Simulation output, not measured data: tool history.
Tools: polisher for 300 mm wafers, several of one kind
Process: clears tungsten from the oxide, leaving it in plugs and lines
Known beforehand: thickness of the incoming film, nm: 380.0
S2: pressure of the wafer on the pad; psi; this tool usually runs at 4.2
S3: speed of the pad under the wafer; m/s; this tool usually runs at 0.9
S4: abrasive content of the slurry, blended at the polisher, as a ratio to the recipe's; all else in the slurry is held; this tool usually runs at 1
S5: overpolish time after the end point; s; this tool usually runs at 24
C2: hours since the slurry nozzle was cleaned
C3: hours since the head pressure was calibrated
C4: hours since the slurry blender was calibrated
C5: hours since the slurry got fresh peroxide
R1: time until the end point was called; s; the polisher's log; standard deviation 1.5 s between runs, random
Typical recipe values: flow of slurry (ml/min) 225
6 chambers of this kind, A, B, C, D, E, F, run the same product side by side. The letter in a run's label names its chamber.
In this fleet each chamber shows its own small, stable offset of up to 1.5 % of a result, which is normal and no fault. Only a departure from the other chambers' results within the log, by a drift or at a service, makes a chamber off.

{"run": "1A", "hour": 8.6, "flow of slurry (ml/min)": 225, "S2": 4.2, "S3": 0.9, "S4": 1, "S5": 24, "wafers polished on this pad": 638, "C2": 165.2, "C3": 57.9, "C4": 335.3, "C5": 66.4, "R1": 86.393}
{"run": "2D", "hour": 15.7, "flow of slurry (ml/min)": 225, "S2": 4.2, "S3": 0.9, "S4": 1, "S5": 24, "wafers polished on this pad": 840, "C2": 218.9, "C3": 1035.8, "C4": 178.9, "C5": 163, "R1": 90.883}
{"hour": 16.9, "done": "chamber B: slurry tank refilled with fresh slurry and peroxide"}
{"run": "3B", "hour": 21.0, "flow of slurry (ml/min)": 225, "S2": 4.2, "S3": 0.9, "S4": 1, "S5": 24, "wafers polished on this pad": 486, "C2": 413.5, "C3": 98.9, "C4": 47.4, "C5": 4.2, "R1": 87.691}
{"hour": 21.3, "done": "chamber C: worn pad replaced by a new one"}
{"run": "4F", "hour": 29.9, "flow of slurry (ml/min)": 225, "S2": 4.2, "S3": 0.9, "S4": 1, "S5": 24, "wafers polished on this pad": 887, "C2": 350.6, "C3": 221, "C4": 147.1, "C5": 191.9, "R1": 91.236}
{"hour": 34.0, "done": "chamber F: slurry tank refilled with fresh slurry and peroxide"}
{"hour": 34.9, "done": "chamber D: slurry tank refilled with fresh slurry and peroxide"}
{"run": "5E", "hour": 41.0, "flow of slurry (ml/min)": 225, "S2": 4.2, "S3": 0.9, "S4": 1, "S5": 24, "wafers polished on this pad": 1237, "C2": 147.6, "C3": 155.5, "C4": 266.2, "C5": 93.8, "R1": 89.042}
{"hour": 43.1, "done": "chamber D: slurry nozzle cleaned"}
{"run": "6C", "hour": 51.8, "flow of slurry (ml/min)": 225, "S2": 4.2, "S3": 0.9, "S4": 1, "S5": 24, "wafers polished on this pad": 171, "C2": 225.4, "C3": 75.9, "C4": 95.9, "C5": 148.2, "R1": 95.477}
{"run": "7F", "hour": 57.8, "flow of slurry (ml/min)": 225, "S2": 4.2, "S3": 0.9, "S4": 1, "S5": 24, "wafers polished on this pad": 1044, "C2": 378.5, "C3": 248.9, "C4": 175, "C5": 23.9, "R1": 89.63}
{"hour": 60.9, "done": "chamber E: worn pad replaced by a new one"}
{"hour": 62.8, "done": "chamber A: slurry tank refilled with fresh slurry and peroxide"}
{"run": "8E", "hour": 63.5, "flow of slurry (ml/min)": 225, "S2": 4.2, "S3": 0.9, "S4": 1, "S5": 24, "wafers polished on this pad": 14, "C2": 170.1, "C3": 178, "C4": 288.7, "C5": 116.3, "R1": 91.612}
{"hour": 63.7, "done": "chamber A: slurry blender recalibrated"}
{"run": "9B", "hour": 72.7, "flow of slurry (ml/min)": 225, "S2": 4.2, "S3": 0.9, "S4": 1, "S5": 24, "wafers polished on this pad": 776, "C2": 465.2, "C3": 150.6, "C4": 99.1, "C5": 55.9, "R1": 90.392}
{"hour": 73.6, "done": "chamber F: worn pad replaced by a new one"}
{"hour": 76.1, "done": "chamber D: head pressure recalibrated"}
{"run": "10C", "hour": 82.9, "flow of slurry (ml/min)": 225, "S2": 4.2, "S3": 0.9, "S4": 1, "S5": 24, "wafers polished on this pad": 346, "C2": 256.5, "C3": 107, "C4": 127, "C5": 179.3, "R1": 90.169}
{"run": "11A", "hour": 91.5, "flow of slurry (ml/min)": 225, "S2": 4.2, "S3": 0.9, "S4": 1, "S5": 24, "wafers polished on this pad": 1104, "C2": 248.1, "C3": 140.8, "C4": 27.9, "C5": 28.7, "R1": 90.767}
{"hour": 97.2, "done": "chamber B: worn pad replaced by a new one"}
{"run": "12D", "hour": 98.5, "flow of slurry (ml/min)": 225, "S2": 4.2, "S3": 0.9, "S4": 1, "S5": 24, "wafers polished on this pad": 1306, "C2": 55.4, "C3": 22.4, "C4": 261.7, "C5": 63.6, "R1": 92.22}
{"hour": 101.1, "done": "chamber D: worn pad replaced by a new one"}
{"hour": 101.2, "done": "chamber C: slurry nozzle cleaned"}
{"hour": 103.8, "done": "chamber A: worn pad replaced by a new one"}
{"run": "13E", "hour": 105.1, "flow of slurry (ml/min)": 225, "S2": 4.2, "S3": 0.9, "S4": 1, "S5": 24, "wafers polished on this pad": 249, "C2": 211.7, "C3": 219.6, "C4": 330.3, "C5": 157.9, "R1": 91.409}
{"run": "14C", "hour": 113.1, "flow of slurry (ml/min)": 225, "S2": 4.2, "S3": 0.9, "S4": 1, "S5": 24, "wafers polished on this pad": 516, "C2": 12, "C3": 137.2, "C4": 157.2, "C5": 209.5, "R1": 91.679}
{"hour": 123.4, "done": "chamber B: slurry tank refilled with fresh slurry and peroxide"}
{"run": "15A", "hour": 123.4, "flow of slurry (ml/min)": 225, "S2": 4.2, "S3": 0.9, "S4": 1, "S5": 24, "wafers polished on this pad": 110, "C2": 280, "C3": 172.7, "C4": 59.8, "C5": 60.6, "R1": 89.913}
{"hour": 127.1, "done": "chamber E: slurry nozzle cleaned"}
{"hour": 133.6, "done": "chamber F: head pressure recalibrated"}
{"run": "16D", "hour": 134.5, "flow of slurry (ml/min)": 225, "S2": 4.2, "S3": 0.9, "S4": 1, "S5": 24, "wafers polished on this pad": 188, "C2": 91.4, "C3": 58.4, "C4": 297.7, "C5": 99.6, "R1": 91.832}
{"run": "17F", "hour": 139.6, "flow of slurry (ml/min)": 225, "S2": 4.2, "S3": 0.9, "S4": 1, "S5": 24, "wafers polished on this pad": 371, "C2": 460.3, "C3": 6.1, "C4": 256.8, "C5": 105.7, "R1": 94.21}
{"run": "18B", "hour": 145.0, "flow of slurry (ml/min)": 285, "S2": 4.2, "S3": 0.9, "S4": 1, "S5": 24, "wafers polished on this pad": 268, "C2": 537.5, "C3": 222.9, "C4": 171.4, "C5": 21.6, "R1": 87.939}
{"hour": 146.5, "done": "chamber C: worn pad replaced by a new one"}
{"hour": 146.6, "done": "chamber E: slurry tank refilled with fresh slurry and peroxide"}
{"hour": 153.7, "done": "chamber B: slurry blender recalibrated"}
{"run": "19C", "hour": 155.0, "flow of slurry (ml/min)": 285, "S2": 4.2, "S3": 0.9, "S4": 1, "S5": 24, "wafers polished on this pad": 48, "C2": 53.9, "C3": 179.1, "C4": 199.1, "C5": 251.4, "R1": 90.875}
{"run": "20B", "hour": 163.5, "flow of slurry (ml/min)": 285, "S2": 4.2, "S3": 0.9, "S4": 1, "S5": 24, "wafers polished on this pad": 373, "C2": 556, "C3": 241.4, "C4": 9.8, "C5": 40.1, "R1": 88.341}
{"run": "21D", "hour": 172.2, "flow of slurry (ml/min)": 285, "S2": 4.2, "S3": 0.9, "S4": 1, "S5": 24, "wafers polished on this pad": 400, "C2": 129.1, "C3": 96.1, "C4": 335.4, "C5": 137.3, "R1": 88.802}
{"run": "22F", "hour": 179.3, "flow of slurry (ml/min)": 285, "S2": 4.2, "S3": 0.9, "S4": 1, "S5": 24, "wafers polished on this pad": 595, "C2": 500, "C3": 45.8, "C4": 296.5, "C5": 145.4, "R1": 91.855}
{"hour": 181.6, "done": "chamber F: slurry nozzle cleaned"}
{"hour": 184.5, "done": "chamber F: slurry blender recalibrated"}
{"run": "23A", "hour": 188.1, "flow of slurry (ml/min)": 285, "S2": 4.2, "S3": 0.9, "S4": 1, "S5": 24, "wafers polished on this pad": 474, "C2": 344.7, "C3": 237.4, "C4": 124.5, "C5": 125.3, "R1": 88.24}
{"hour": 190.9, "done": "chamber A: slurry tank refilled with fresh slurry and peroxide"}
{"hour": 193.7, "done": "chamber E: slurry blender recalibrated"}
{"hour": 194.3, "done": "chamber D: slurry blender recalibrated"}
{"run": "24E", "hour": 195.9, "flow of slurry (ml/min)": 225, "S2": 4.2, "S3": 0.9, "S4": 1, "S5": 24, "wafers polished on this pad": 759, "C2": 68.8, "C3": 310.4, "C4": 2.2, "C5": 49.3, "R1": 91.416}
{"run": "25B", "hour": 206.3, "flow of slurry (ml/min)": 225, "S2": 4.2, "S3": 0.9, "S4": 1, "S5": 24, "wafers polished on this pad": 613, "C2": 598.8, "C3": 284.2, "C4": 52.6, "C5": 82.9, "R1": 91.446}
{"hour": 208.1, "done": "chamber F: slurry tank refilled with fresh slurry and peroxide"}
{"run": "26E", "hour": 217.1, "flow of slurry (ml/min)": 225, "S2": 4.2, "S3": 0.9, "S4": 1, "S5": 24, "wafers polished on this pad": 879, "C2": 90, "C3": 331.6, "C4": 23.4, "C5": 70.5, "R1": 90.391}
{"hour": 218.7, "done": "chamber B: slurry tank refilled with fresh slurry and peroxide"}
{"run": "27D", "hour": 227.6, "flow of slurry (ml/min)": 225, "S2": 4.2, "S3": 0.9, "S4": 1, "S5": 24, "wafers polished on this pad": 712, "C2": 184.5, "C3": 151.5, "C4": 33.4, "C5": 192.7, "R1": 90.921}
{"hour": 232.2, "done": "chamber D: slurry tank refilled with fresh slurry and peroxide"}
{"run": "28A", "hour": 235.9, "flow of slurry (ml/min)": 225, "S2": 4.2, "S3": 0.9, "S4": 1, "S5": 24, "wafers polished on this pad": 743, "C2": 392.5, "C3": 285.2, "C4": 172.3, "C5": 45, "R1": 89.001}
{"run": "29C", "hour": 242.8, "flow of slurry (ml/min)": 225, "S2": 4.2, "S3": 0.9, "S4": 1, "S5": 24, "wafers polished on this pad": 542, "C2": 141.7, "C3": 266.9, "C4": 286.9, "C5": 339.2, "R1": 99.12}
{"hour": 244.9, "done": "chamber F: worn pad replaced by a new one"}
{"run": "30F", "hour": 252.9, "flow of slurry (ml/min)": 225, "S2": 4.2, "S3": 0.9, "S4": 1, "S5": 24, "wafers polished on this pad": 45, "C2": 71.3, "C3": 119.4, "C4": 68.5, "C5": 44.8, "R1": 93.352}
{"hour": 258.5, "done": "chamber D: slurry nozzle cleaned"}
{"run": "31C", "hour": 262.6, "flow of slurry (ml/min)": 225, "S2": 4.2, "S3": 0.9, "S4": 1, "S5": 24, "wafers polished on this pad": 653, "C2": 161.5, "C3": 286.7, "C4": 306.7, "C5": 359, "R1": 98.115}
{"run": "32F", "hour": 273.2, "flow of slurry (ml/min)": 225, "S2": 4.2, "S3": 0.9, "S4": 1, "S5": 24, "wafers polished on this pad": 159, "C2": 91.6, "C3": 139.7, "C4": 88.8, "C5": 65.1, "R1": 88.51}
{"hour": 275.9, "done": "chamber C: worn pad replaced by a new one"}
{"run": "33D", "hour": 281.7, "flow of slurry (ml/min)": 225, "S2": 4.2, "S3": 0.9, "S4": 1, "S5": 24, "wafers polished on this pad": 1016, "C2": 23.3, "C3": 205.6, "C4": 87.5, "C5": 49.6, "R1": 92.467}
{"hour": 281.9, "done": "chamber B: worn pad replaced by a new one"}
{"run": "34A", "hour": 290.8, "flow of slurry (ml/min)": 225, "S2": 4.2, "S3": 0.9, "S4": 1, "S5": 24, "wafers polished on this pad": 1052, "C2": 447.4, "C3": 340.1, "C4": 227.2, "C5": 99.9, "R1": 91.357}
{"hour": 295.9, "done": "chamber A: worn pad replaced by a new one"}
{"hour": 297.5, "done": "chamber C: slurry blender recalibrated"}
{"run": "35B", "hour": 298.6, "flow of slurry (ml/min)": 225, "S2": 4.2, "S3": 0.9, "S4": 1, "S5": 24, "wafers polished on this pad": 94, "C2": 691.1, "C3": 376.5, "C4": 144.9, "C5": 79.9, "R1": 91.305}
{"hour": 304.2, "done": "chamber E: worn pad replaced by a new one"}
{"run": "36E", "hour": 304.6, "flow of slurry (ml/min)": 225, "S2": 4.2, "S3": 0.9, "S4": 1, "S5": 24, "wafers polished on this pad": 2, "C2": 177.5, "C3": 419.1, "C4": 110.9, "C5": 158, "R1": 88.875}
{"run": "37A", "hour": 311.5, "flow of slurry (ml/min)": 225, "S2": 4.2, "S3": 0.9, "S4": 1, "S5": 24, "wafers polished on this pad": 88, "C2": 468.1, "C3": 360.8, "C4": 247.9, "C5": 120.6, "R1": 90.797}
{"run": "38C", "hour": 318.0, "flow of slurry (ml/min)": 225, "S2": 4.2, "S3": 0.9, "S4": 1, "S5": 24, "wafers polished on this pad": 237, "C2": 216.9, "C3": 342.1, "C4": 20.5, "C5": 414.4, "R1": 104.06}
{"run": "39D", "hour": 325.1, "flow of slurry (ml/min)": 225, "S2": 4.2, "S3": 0.9, "S4": 1, "S5": 24, "wafers polished on this pad": 1260, "C2": 66.7, "C3": 249, "C4": 130.9, "C5": 93, "R1": 91.767}
{"hour": 332.4, "done": "chamber E: slurry tank refilled with fresh slurry and peroxide"}
{"hour": 334.2, "done": "chamber B: head pressure recalibrated"}
{"run": "40F", "hour": 334.3, "flow of slurry (ml/min)": 225, "S2": 4.2, "S3": 0.9, "S4": 1, "S5": 24, "wafers polished on this pad": 503, "C2": 152.7, "C3": 200.8, "C4": 149.9, "C5": 126.2, "R1": 91.56}
{"hour": 335.6, "done": "chamber E: slurry nozzle cleaned"}
{"hour": 341.3, "done": "chamber B: slurry tank refilled with fresh slurry and peroxide"}
{"run": "41B", "hour": 342.2, "flow of slurry (ml/min)": 225, "S2": 4.2, "S3": 1.12, "S4": 1.15, "S5": 24, "wafers polished on this pad": 339, "C2": 734.7, "C3": 8.1, "C4": 188.5, "C5": 0.9, "R1": 69.842}
{"run": "42E", "hour": 349.1, "flow of slurry (ml/min)": 225, "S2": 4.2, "S3": 1.12, "S4": 1.15, "S5": 24, "wafers polished on this pad": 253, "C2": 13.5, "C3": 463.6, "C4": 155.4, "C5": 16.8, "R1": 70.359}
{"run": "43E", "hour": 354.0, "flow of slurry (ml/min)": 225, "S2": 4.2, "S3": 1.12, "S4": 1.15, "S5": 24, "wafers polished on this pad": 280, "C2": 18.4, "C3": 468.5, "C4": 160.3, "C5": 21.7, "R1": 69.159}

What goes on in this fleet: one chamber off, a drifting gauge, or nothing beyond the chambers' own small offsets? Name the chamber and the cause, if any.

Little by little, chamber C moves away from the other chambers.
Cause: peroxide lost from the slurry, % = 28.3.
It could be hard to tell apart here from: head's pressure below its setpoint, %.

Chamber C could run next with any of the 4 candidate recipes listed below; each alters the usual settings, and their results appear as question marks. Which one brings its results back in line with what the other chambers deliver on the usual settings?
In line means no further than this from the other chambers' mean on the usual settings: R1 5.3 s
{"run": "44C-1", "hour": 362.0, "flow of slurry (ml/min)": 225, "S2": 3.6, "S3": 0.9, "S4": 1, "S5": 24, "R1": "?"}
{"run": "44C-2", "hour": 362.0, "flow of slurry (ml/min)": 220, "S2": 3.6, "S3": 0.76, "S4": 1, "S5": 24, "R1": "?"}
{"run": "44C-3", "hour": 362.0, "flow of slurry (ml/min)": 235, "S2": 5.6, "S3": 0.9, "S4": 1, "S5": 24, "R1": "?"}
{"run": "44C-4", "hour": 362.0, "flow of slurry (ml/min)": 230, "S2": 4.2, "S3": 1.02, "S4": 1, "S5": 24, "R1": "?"}

On the usual settings, the other chambers give on average: R1 90.847 s
run=44C-1 R1=120.93
run=44C-2 R1=143.9
run=44C-3 R1=77.84
run=44C-4 R1=91.324
44C-4 brings the chamber back in line.
